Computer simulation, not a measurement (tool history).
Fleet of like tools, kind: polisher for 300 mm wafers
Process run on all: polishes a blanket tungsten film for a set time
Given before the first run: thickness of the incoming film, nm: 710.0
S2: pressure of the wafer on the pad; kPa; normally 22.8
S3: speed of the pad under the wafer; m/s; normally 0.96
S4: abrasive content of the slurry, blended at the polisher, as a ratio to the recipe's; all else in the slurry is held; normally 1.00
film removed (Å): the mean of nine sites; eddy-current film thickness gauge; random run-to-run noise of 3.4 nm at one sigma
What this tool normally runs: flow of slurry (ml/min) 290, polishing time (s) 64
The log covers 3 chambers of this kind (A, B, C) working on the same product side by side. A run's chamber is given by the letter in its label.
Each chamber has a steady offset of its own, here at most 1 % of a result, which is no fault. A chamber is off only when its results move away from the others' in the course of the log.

{"run": "1B", "day": 0.129, "flow of slurry (ml/min)": 290, "S2": 22.8, "S3": 0.96, "S4": 1.0, "polishing time (s)": 64, "film removed (Å)": 2620.7}
{"day": 0.246, "done": "chamber C: worn pad replaced by a new one"}
{"run": "2C", "day": 0.367, "flow of slurry (ml/min)": 290, "S2": 22.8, "S3": 0.96, "S4": 1.0, "polishing time (s)": 64, "film removed (Å)": 2662.5}
{"run": "3A", "day": 0.6, "flow of slurry (ml/min)": 290, "S2": 22.8, "S3": 0.96, "S4": 1.0, "polishing time (s)": 64, "film removed (Å)": 2642.3}
{"run": "4C", "day": 0.783, "flow of slurry (ml/min)": 290, "S2": 22.8, "S3": 0.96, "S4": 1.0, "polishing time (s)": 64, "film removed (Å)": 2593.8}
{"run": "5A", "day": 1.021, "flow of slurry (ml/min)": 290, "S2": 22.8, "S3": 0.96, "S4": 1.0, "polishing time (s)": 64, "film removed (Å)": 2627.5}
{"day": 1.238, "done": "chamber C: slurry tank refilled with fresh slurry and peroxide"}
{"run": "6B", "day": 1.246, "flow of slurry (ml/min)": 290, "S2": 22.8, "S3": 0.96, "S4": 1.0, "polishing time (s)": 64, "film removed (Å)": 2574.2}
{"day": 1.325, "done": "chamber B: worn pad replaced by a new one"}
{"run": "7C", "day": 1.442, "flow of slurry (ml/min)": 290, "S2": 22.8, "S3": 0.96, "S4": 1.0, "polishing time (s)": 64, "film removed (Å)": 2621.8}
{"day": 1.558, "done": "chamber A: slurry blender recalibrated"}
{"run": "8A", "day": 1.654, "flow of slurry (ml/min)": 290, "S2": 22.8, "S3": 0.96, "S4": 1.0, "polishing time (s)": 64, "film removed (Å)": 2601.2}
{"run": "9B", "day": 1.867, "flow of slurry (ml/min)": 290, "S2": 22.8, "S3": 0.96, "S4": 1.0, "polishing time (s)": 64, "film removed (Å)": 2594.6}
{"run": "10A", "day": 2.075, "flow of slurry (ml/min)": 290, "S2": 22.8, "S3": 0.96, "S4": 1.0, "polishing time (s)": 64, "film removed (Å)": 2583.7}
{"run": "11B", "day": 2.229, "flow of slurry (ml/min)": 290, "S2": 22.8, "S3": 0.96, "S4": 1.0, "polishing time (s)": 64, "film removed (Å)": 2591.1}
{"run": "12C", "day": 2.35, "flow of slurry (ml/min)": 290, "S2": 22.8, "S3": 0.96, "S4": 1.0, "polishing time (s)": 64, "film removed (Å)": 2608.9}
{"day": 2.429, "done": "chamber A: worn pad replaced by a new one"}
{"run": "13C", "day": 2.583, "flow of slurry (ml/min)": 290, "S2": 22.8, "S3": 0.96, "S4": 1.0, "polishing time (s)": 64, "film removed (Å)": 2610.4}
{"run": "14A", "day": 2.712, "flow of slurry (ml/min)": 290, "S2": 22.8, "S3": 0.96, "S4": 1.0, "polishing time (s)": 64, "film removed (Å)": 2622.8}
{"run": "15B", "day": 2.896, "flow of slurry (ml/min)": 290, "S2": 22.8, "S3": 0.96, "S4": 1.0, "polishing time (s)": 64, "film removed (Å)": 2608.1}
{"run": "16C", "day": 3.079, "flow of slurry (ml/min)": 290, "S2": 22.8, "S3": 0.96, "S4": 1.0, "polishing time (s)": 64, "film removed (Å)": 2619.9}
{"run": "17B", "day": 3.329, "flow of slurry (ml/min)": 290, "S2": 22.8, "S3": 0.96, "S4": 1.0, "polishing time (s)": 64, "film removed (Å)": 2615.6}
{"run": "18A", "day": 3.529, "flow of slurry (ml/min)": 290, "S2": 22.8, "S3": 0.96, "S4": 1.0, "polishing time (s)": 64, "film removed (Å)": 2593.0}
{"run": "19C", "day": 3.696, "flow of slurry (ml/min)": 290, "S2": 22.8, "S3": 0.96, "S4": 1.0, "polishing time (s)": 64, "film removed (Å)": 2605.5}
{"day": 3.717, "done": "chamber C: worn pad replaced by a new one"}
{"run": "20B", "day": 3.958, "flow of slurry (ml/min)": 290, "S2": 22.8, "S3": 0.96, "S4": 1.0, "polishing time (s)": 64, "film removed (Å)": 2564.1}
{"run": "21A", "day": 4.138, "flow of slurry (ml/min)": 290, "S2": 22.8, "S3": 0.96, "S4": 1.0, "polishing time (s)": 64, "film removed (Å)": 2504.3}
{"day": 4.292, "done": "chamber B: slurry tank refilled with fresh slurry and peroxide"}
{"run": "22A", "day": 4.338, "flow of slurry (ml/min)": 290, "S2": 22.8, "S3": 0.96, "S4": 1.0, "polishing time (s)": 64, "film removed (Å)": 2544.5}
{"run": "23B", "day": 4.512, "flow of slurry (ml/min)": 325, "S2": 22.8, "S3": 0.96, "S4": 1.0, "polishing time (s)": 55, "film removed (Å)": 2187.9}
{"run": "24C", "day": 4.667, "flow of slurry (ml/min)": 325, "S2": 22.8, "S3": 0.96, "S4": 1.0, "polishing time (s)": 55, "film removed (Å)": 2217.9}
{"run": "25A", "day": 4.792, "flow of slurry (ml/min)": 325, "S2": 22.8, "S3": 0.96, "S4": 1.0, "polishing time (s)": 55, "film removed (Å)": 2172.9}
{"day": 4.817, "done": "chamber B: worn pad replaced by a new one"}
{"run": "26C", "day": 4.967, "flow of slurry (ml/min)": 290, "S2": 22.8, "S3": 1.2, "S4": 1.0, "polishing time (s)": 64, "film removed (Å)": 3192.3}
{"run": "27B", "day": 5.217, "flow of slurry (ml/min)": 290, "S2": 22.8, "S3": 1.2, "S4": 1.0, "polishing time (s)": 64, "film removed (Å)": 3217.6}
{"run": "28B", "day": 5.442, "flow of slurry (ml/min)": 290, "S2": 22.8, "S3": 1.2, "S4": 1.0, "polishing time (s)": 64, "film removed (Å)": 3215.6}
{"run": "29A", "day": 5.646, "flow of slurry (ml/min)": 290, "S2": 22.8, "S3": 0.96, "S4": 1.0, "polishing time (s)": 64, "film removed (Å)": 2463.0}
{"day": 5.675, "done": "chamber C: slurry tank refilled with fresh slurry and peroxide"}
{"day": 5.808, "done": "chamber A: worn pad replaced by a new one"}
{"run": "30C", "day": 5.9, "flow of slurry (ml/min)": 290, "S2": 22.8, "S3": 0.66, "S4": 1.15, "polishing time (s)": 64, "film removed (Å)": 1880.0}
{"run": "31A", "day": 6.05, "flow of slurry (ml/min)": 290, "S2": 22.8, "S3": 0.66, "S4": 1.15, "polishing time (s)": 64, "film removed (Å)": 1715.4}
{"run": "32B", "day": 6.292, "flow of slurry (ml/min)": 290, "S2": 22.8, "S3": 0.66, "S4": 1.15, "polishing time (s)": 64, "film removed (Å)": 1850.1}
{"run": "33C", "day": 6.504, "flow of slurry (ml/min)": 290, "S2": 22.8, "S3": 0.96, "S4": 1.0, "polishing time (s)": 64, "film removed (Å)": 2552.9}
{"run": "34B", "day": 6.733, "flow of slurry (ml/min)": 290, "S2": 22.8, "S3": 0.96, "S4": 1.0, "polishing time (s)": 64, "film removed (Å)": 2621.3}
{"run": "35C", "day": 6.979, "flow of slurry (ml/min)": 290, "S2": 22.8, "S3": 0.96, "S4": 1.0, "polishing time (s)": 64, "film removed (Å)": 2643.2}
{"run": "36A", "day": 7.108, "flow of slurry (ml/min)": 290, "S2": 22.8, "S3": 0.96, "S4": 1.0, "polishing time (s)": 64, "film removed (Å)": 2409.7}
{"run": "37B", "day": 7.233, "flow of slurry (ml/min)": 290, "S2": 22.8, "S3": 0.96, "S4": 1.0, "polishing time (s)": 64, "film removed (Å)": 2570.2}
{"day": 7.317, "done": "chamber C: worn pad replaced by a new one"}
{"run": "38C", "day": 7.417, "flow of slurry (ml/min)": 290, "S2": 22.8, "S3": 0.96, "S4": 1.0, "polishing time (s)": 64, "film removed (Å)": 2629.6}
{"day": 7.454, "done": "chamber C: slurry nozzle cleaned"}
{"day": 7.558, "done": "chamber B: worn pad replaced by a new one"}
{"run": "39A", "day": 7.675, "flow of slurry (ml/min)": 290, "S2": 22.8, "S3": 0.96, "S4": 1.0, "polishing time (s)": 64, "film removed (Å)": 2349.0}
{"run": "40C", "day": 7.825, "flow of slurry (ml/min)": 290, "S2": 22.8, "S3": 0.96, "S4": 1.0, "polishing time (s)": 64, "film removed (Å)": 2615.9}
{"run": "41B", "day": 8.05, "flow of slurry (ml/min)": 290, "S2": 22.8, "S3": 0.96, "S4": 1.0, "polishing time (s)": 64, "film removed (Å)": 2611.4}
{"day": 8.238, "done": "chamber B: slurry tank refilled with fresh slurry and peroxide"}
{"run": "42A", "day": 8.25, "flow of slurry (ml/min)": 290, "S2": 22.8, "S3": 0.96, "S4": 1.0, "polishing time (s)": 64, "film removed (Å)": 2314.0}
{"run": "43A", "day": 8.5, "flow of slurry (ml/min)": 290, "S2": 22.8, "S3": 0.96, "S4": 1.0, "polishing time (s)": 64, "film removed (Å)": 2320.7}
{"run": "44B", "day": 8.621, "flow of slurry (ml/min)": 290, "S2": 22.8, "S3": 0.96, "S4": 1.0, "polishing time (s)": 64, "film removed (Å)": 2629.7}

Next, all 3 chambers run the settings below, one line each with question marks for the results. What does each chamber give?
{"run": "45A", "day": 8.817, "flow of slurry (ml/min)": 290, "S2": 22.8, "S3": 0.96, "S4": 0.7, "polishing time (s)": 64, "film removed (Å)": "?"}
{"run": "45B", "day": 8.817, "flow of slurry (ml/min)": 290, "S2": 22.8, "S3": 0.96, "S4": 0.7, "polishing time (s)": 64, "film removed (Å)": "?"}
{"run": "45C", "day": 8.817, "flow of slurry (ml/min)": 290, "S2": 22.8, "S3": 0.96, "S4": 0.7, "polishing time (s)": 64, "film removed (Å)": "?"}

run=45A film_removed_(Å)=2037.5
run=45B film_removed_(Å)=2402.7
run=45C film_removed_(Å)=2427.3

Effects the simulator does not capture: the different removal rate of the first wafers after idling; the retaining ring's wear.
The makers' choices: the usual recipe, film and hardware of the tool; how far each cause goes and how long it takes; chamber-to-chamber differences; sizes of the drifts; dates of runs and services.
